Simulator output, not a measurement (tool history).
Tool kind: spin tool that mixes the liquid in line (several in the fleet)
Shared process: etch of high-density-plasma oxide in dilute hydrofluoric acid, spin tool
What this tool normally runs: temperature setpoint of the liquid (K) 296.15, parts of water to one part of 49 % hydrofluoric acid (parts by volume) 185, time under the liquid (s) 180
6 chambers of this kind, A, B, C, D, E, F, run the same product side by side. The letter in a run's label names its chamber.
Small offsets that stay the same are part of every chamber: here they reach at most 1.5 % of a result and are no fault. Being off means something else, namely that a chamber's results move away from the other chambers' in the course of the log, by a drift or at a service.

run   hour  temperature setpoint of the liquid (K)  parts of water to one part of 49 % hydrofluoric acid (parts by volume)  time under the liquid (s)  hours since the thermometer was replaced  hours since the hydrofluoric acid flow meter was replaced  read-back film thickness of the high-density-plasma oxide reference wafer, read on the same gauge (nm)  thickness taken off the high-density-plasma oxide on a monitor wafer (angstrom)
 1F    3.6                                  296.15                                                                     185                        180                                     437.5                                                      336.5                                                                                                  89.981                                                                           56.739
 2C    6.2                                  296.15                                                                     185                        180                                    1409.1                                                      142.2                                                                                                  89.988                                                                           55.379
 3D    8.8                                  296.15                                                                     185                        180                                    1203.4                                                     1128.4                                                                                                  89.990                                                                           56.071
 4A   11.0                                  296.15                                                                     185                        180                                      11.9                                                     1378.7                                                                                                  90.006                                                                           55.423
 5B   15.8                                  296.15                                                                     185                        180                                      71.9                                                     2245.5                                                                                                  90.037                                                                           56.528
      16.9  -- chamber E: thermometer replaced
 6E   19.8                                  296.15                                                                     185                        180                                       3.0                                                     1438.4                                                                                                  89.988                                                                           56.024
 7A   24.4                                  296.15                                                                     185                        180                                      25.3                                                     1392.1                                                                                                  90.027                                                                           55.039
 8D   28.1                                  296.15                                                                     185                        180                                    1222.7                                                     1147.7                                                                                                  89.998                                                                           56.924
 9C   30.7                                  296.15                                                                     185                        180                                    1433.6                                                      166.7                                                                                                  90.045                                                                           56.429
10E   34.1                                  292.65                                                                     185                        180                                      17.3                                                     1452.7                                                                                                  90.031                                                                           49.078
11B   38.8                                  292.65                                                                     185                        180                                      94.9                                                     2268.5                                                                                                  90.025                                                                           48.927
12F   41.8                                  292.65                                                                     185                        180                                     475.7                                                      374.7                                                                                                  90.044                                                                           50.015
13A   44.4                                  292.65                                                                     185                        180                                      45.3                                                     1412.1                                                                                                  89.998                                                                           48.033
14C   48.4                                  292.65                                                                     185                        180                                    1451.3                                                      184.4                                                                                                  90.009                                                                           49.390
15D   52.0                                  292.65                                                                     185                        180                                    1246.6                                                     1171.6                                                                                                  89.983                                                                           50.035
16E   55.7                                  296.15                                                                     185                        180                                      38.9                                                     1474.3                                                                                                  90.023                                                                           56.985
17B   59.3                                  296.15                                                                     185                        180                                     115.4                                                     2289.0                                                                                                  90.006                                                                           57.036
18F   63.7                                  296.15                                                                     185                        180                                     497.6                                                      396.6                                                                                                  89.996                                                                           57.734
19A   67.5                                  296.15                                                                     185                        285                                      68.4                                                     1435.2                                                                                                  89.980                                                                           88.352
20B   70.6                                  296.15                                                                     185                        285                                     126.7                                                     2300.3                                                                                                  89.994                                                                           90.999
21F   72.8                                  296.15                                                                     185                        285                                     506.7                                                      405.7                                                                                                  90.022                                                                           93.091
22C   76.5                                  296.15                                                                     185                        285                                    1479.4                                                      212.5                                                                                                  89.944                                                                           88.077
23E   80.1                                  296.15                                                                     185                        285                                      63.3                                                     1498.7                                                                                                  89.990                                                                           89.454
24D   82.7                                  296.15                                                                     185                        285                                    1277.3                                                     1202.3                                                                                                  89.987                                                                           89.708
25A   86.3                                  296.15                                                                     185                        180                                      87.2                                                     1454.0                                                                                                  89.962                                                                           55.563
      87.2  -- chamber E: hydrofluoric acid flow meter replaced
26D   90.1                                  296.15                                                                     185                        180                                    1284.7                                                     1209.7                                                                                                  89.987                                                                           57.173
27B   92.9                                  296.15                                                                     185                        180                                     149.0                                                     2322.6                                                                                                  90.018                                                                           57.523
28F   96.3                                  296.15                                                                     185                        180                                     530.2                                                      429.2                                                                                                  89.994                                                                           58.268
29E  101.1                                  291.15                                                                     100                        180                                      84.3                                                       13.9                                                                                                  90.017                                                                           92.771
30C  105.9                                  291.15                                                                     100                        180                                    1508.8                                                      241.9                                                                                                  89.985                                                                           91.800
31F  110.0                                  291.15                                                                     100                        180                                     543.9                                                      442.9                                                                                                  90.026                                                                           99.805
32E  112.8                                  291.15                                                                     100                        180                                      96.0                                                       25.6                                                                                                  90.009                                                                           93.175
33D  116.4                                  291.15                                                                     100                        180                                    1311.0                                                     1236.0                                                                                                  90.005                                                                           93.961
34A  119.2                                  291.15                                                                     100                        180                                     120.1                                                     1486.9                                                                                                  89.995                                                                           92.062
35C  123.0                                  296.15                                                                     185                        180                                    1525.9                                                      259.0                                                                                                  89.966                                                                           55.888
36B  125.4                                  296.15                                                                     185                        180                                     181.5                                                     2355.1                                                                                                  89.983                                                                           57.166
37A  128.2                                  296.15                                                                     185                        215                                     129.1                                                     1495.9                                                                                                  89.973                                                                           65.601
38B  131.9                                  296.15                                                                     185                        215                                     188.0                                                     2361.6                                                                                                  90.022                                                                           67.239
39D  134.4                                  296.15                                                                     185                        215                                    1329.0                                                     1254.0                                                                                                  89.986                                                                           67.493
40C  138.3                                  296.15                                                                     185                        215                                    1541.2                                                      274.3                                                                                                  89.974                                                                           66.722
41E  141.0                                  296.15                                                                     185                        215                                     124.2                                                       53.8                                                                                                  90.016                                                                           66.866
42F  145.5                                  296.15                                                                     185                        215                                     579.4                                                      478.4                                                                                                  89.997                                                                           73.456
43C  150.0                                  296.15                                                                     185                        180                                    1552.9                                                      286.0                                                                                                  89.987                                                                           57.012

One chamber off, gauge drift, or nothing amiss beyond the chambers' own small offsets? If it is a chamber, which one, and what is the likeliest cause?

Chamber F drifts away from the others.
Most likely cause: hydrofluoric acid flow above the setpoint (%) = 8.98.
It could be hard to tell apart here from: liquid hotter than its thermometer reads (K).

Here are 4 candidates for chamber F's next run, each the usual settings with a change, their results left as question marks. Which one brings its results back in line with what the others give on the usual settings?
Counts as in line when no further than this from what the other chambers average on the usual settings: thickness taken off the high-density-plasma oxide on a monitor wafer (angstrom) 1.900
44F-1  153.5                                  296.15                                                                     200                        160                                                                                                                                                                                                                                                                                             ?
44F-2  153.5                                  296.15                                                                     170                        180                                                                                                                                                                                                                                                                                             ?
44F-3  153.5                                  296.15                                                                     190                        170                                                                                                                                                                                                                                                                                             ?
44F-4  153.5                                  296.65                                                                     160                        180                                                                                                                                                                                                                                                                                             ?

Mean of the other chambers on the usual settings: thickness taken off the high-density-plasma oxide on a monitor wafer (angstrom) 56.209
  run  thickness taken off the high-density-plasma oxide on a monitor wafer (angstrom)
44F-1                                                                           50.178
44F-2                                                                           68.404
44F-3                                                                           56.672
44F-4                                                                           74.818
44F-3 puts the chamber back in line with the other chambers.
